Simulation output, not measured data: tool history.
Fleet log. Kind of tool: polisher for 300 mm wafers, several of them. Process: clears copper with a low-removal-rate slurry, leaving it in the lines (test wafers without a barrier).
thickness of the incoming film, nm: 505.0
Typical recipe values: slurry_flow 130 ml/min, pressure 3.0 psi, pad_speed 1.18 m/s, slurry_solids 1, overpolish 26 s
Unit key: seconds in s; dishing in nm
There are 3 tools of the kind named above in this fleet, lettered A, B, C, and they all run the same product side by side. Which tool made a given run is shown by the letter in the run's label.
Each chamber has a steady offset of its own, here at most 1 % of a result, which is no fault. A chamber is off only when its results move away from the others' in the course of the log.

run,day,slurry_flow,pressure,pad_speed,slurry_solids,overpolish,wafers polished on this pad,hours since the slurry nozzle was cleaned,hours since the head pressure was calibrated,hours since the slurry blender was calibrated,seconds,dishing
# day 0.233: chamber A: slurry blender recalibrated
1B,0.317,130,3.0,1.18,1,26,332,804.7,859.1,11.2,128.78,51.012
2C,0.729,130,3.0,1.18,1,26,790,456.5,22.2,80.7,133.27,51.826
3A,0.942,130,3.0,1.18,1,26,1077,728.6,1026.3,17.1,130.64,52.270
4B,1.142,130,3.0,1.18,1,26,455,824.5,878.9,31.0,129.92,52.524
5C,1.479,130,3.0,1.18,1,26,902,474.5,40.2,98.7,130.70,53.306
6A,1.729,130,3.0,1.18,1,26,1195,747.5,1045.2,36.0,130.46,52.768
7C,1.962,130,2.4,1.18,1,26,974,486.1,51.8,110.3,162.84,44.337
8A,2.233,130,2.4,1.18,1,26,1270,759.6,1057.3,48.1,159.29,44.990
9B,2.596,130,2.4,1.18,1,26,672,859.4,913.8,65.9,162.85,42.846
10B,2.892,130,3.0,1.18,1,26,716,866.5,920.9,73.0,128.64,52.336
# day 2.962: chamber A: worn pad replaced by a new one
11A,3.292,130,3.0,1.18,1,26,49,785.0,1082.7,73.5,128.93,51.209
# day 3.342: chamber B: worn pad replaced by a new one
12C,3.642,130,3.0,1.18,1,26,1225,526.4,92.1,150.6,131.75,52.598
# day 3.988: chamber C: worn pad replaced by a new one
13A,3.996,130,3.0,1.18,1,26,154,801.9,1099.6,90.4,130.33,52.058
14B,4.342,130,3.0,1.18,1,26,149,901.3,955.7,107.8,129.49,51.119
15C,4.738,130,3.0,1.18,1,26,111,552.7,118.4,176.9,129.09,51.116
# day 4.846: chamber B: slurry nozzle cleaned
16A,5.075,130,3.0,1.18,1,26,315,827.8,1125.5,116.3,131.12,52.024
17B,5.400,130,3.0,1.18,1,26,307,13.4,981.1,133.2,131.64,53.050
18C,5.683,130,3.0,1.18,1,26,253,575.4,141.1,199.6,131.89,53.093
19B,5.929,130,3.0,1.18,1,26,386,26.1,993.8,145.9,129.65,51.442
20A,6.242,130,3.0,1.18,1,26,489,855.8,1153.5,144.3,131.90,52.661
# day 6.333: chamber A: slurry nozzle cleaned
21C,6.554,130,3.0,1.18,1,26,383,596.3,162.0,220.5,131.45,50.487
22B,6.896,130,3.0,1.18,1,26,530,49.3,1017.0,169.1,128.98,51.336
23A,7.150,130,3.0,1.18,1,26,625,19.7,1175.3,166.1,129.11,51.184
24C,7.425,130,3.0,1.18,1,26,513,617.2,182.9,241.4,131.74,51.135
25A,7.604,130,3.0,1.18,1,26,693,30.6,1186.2,177.0,131.10,51.033
26B,7.896,130,3.0,1.18,1,26,679,73.3,1041.0,193.1,128.91,52.344

Predict what each chamber gives when all 3 of them run the settings below next.
27A,8.196,130,3.0,1.18,1,26,,,,,?,?
27B,8.196,130,3.0,1.18,1,26,,,,,?,?
27C,8.196,130,3.0,1.18,1,26,,,,,?,?

run,seconds,dishing
27A,128.69,52.231
27B,128.56,50.882
27C,132.79,50.982
